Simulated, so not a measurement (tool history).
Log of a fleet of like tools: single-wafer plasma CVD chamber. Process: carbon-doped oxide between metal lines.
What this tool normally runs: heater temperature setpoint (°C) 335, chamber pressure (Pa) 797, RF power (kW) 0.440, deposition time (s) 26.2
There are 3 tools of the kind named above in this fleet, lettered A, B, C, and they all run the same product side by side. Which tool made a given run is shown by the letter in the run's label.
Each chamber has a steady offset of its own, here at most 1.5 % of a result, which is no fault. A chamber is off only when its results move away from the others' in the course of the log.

run,hour,heater temperature setpoint (°C),chamber pressure (Pa),RF power (kW),deposition time (s),"read-back reference wafer on the same gauge, thickness_nm",mean film thickness on the monitor wafer (nm)
1C,11.1,335,797,0.440,26.2,120.01,130.90
2A,16.7,335,797,0.440,26.2,119.92,134.08
3B,23.7,335,797,0.440,26.2,119.92,130.77
4C,31.0,335,797,0.440,26.2,120.05,131.78
5B,40.2,335,797,0.440,26.2,120.03,130.79
6A,47.2,335,797,0.440,26.2,120.18,133.14
7B,56.8,335,797,0.440,26.2,119.97,130.11
8C,63.3,348,797,0.440,26.2,120.06,125.50
9A,72.5,348,797,0.440,26.2,119.86,128.34
10A,80.5,348,797,0.440,26.2,120.08,129.12
11B,91.0,340,991,0.440,26.2,120.05,130.30
12C,96.3,340,991,0.440,26.2,119.96,129.36
13C,103.0,340,991,0.440,26.2,119.88,129.56
14A,113.1,335,797,0.440,26.2,120.08,134.16
15B,120.2,335,797,0.440,26.2,119.96,131.29
16A,131.0,335,797,0.380,26.2,120.02,119.36
17C,137.6,335,797,0.380,26.2,119.94,115.50
18B,143.2,335,797,0.380,26.2,120.03,117.57
19A,150.7,335,660,0.520,26.2,120.07,146.09
20B,158.7,335,660,0.520,26.2,119.99,143.58
21C,169.2,335,660,0.520,26.2,120.14,139.76
22C,179.2,335,797,0.440,26.2,120.19,127.41

What goes on in this fleet: one chamber off, a drifting gauge, or nothing beyond the chambers' own small offsets? Name the chamber and the cause, if any.

Chamber C drifts away from the others.
Most likely cause: delivered RF power below the setpoint (%) = 5.04.

Below are 4 candidate recipes for chamber C's next run, each the usual settings with a change, their results shown as question marks. Which of them brings C's results back in line with what the other chambers give on the usual settings?
In-line tolerance around the mean of the other chambers on the usual settings: mean film thickness on the monitor wafer (nm) 2.20
23C-1,187.3,335,797,0.400,26.2,,?
23C-2,187.3,335,795,0.430,25.6,,?
23C-3,187.3,335,800,0.450,26.8,,?
23C-4,187.3,335,805,0.440,28.0,,?

Usual-settings mean across the other chambers: mean film thickness on the monitor wafer (nm) 132.02
run,mean film thickness on the monitor wafer (nm)
23C-1,118.17
23C-2,122.00
23C-3,132.16
23C-4,135.77
With 23C-3, the chamber falls back in line with the rest.
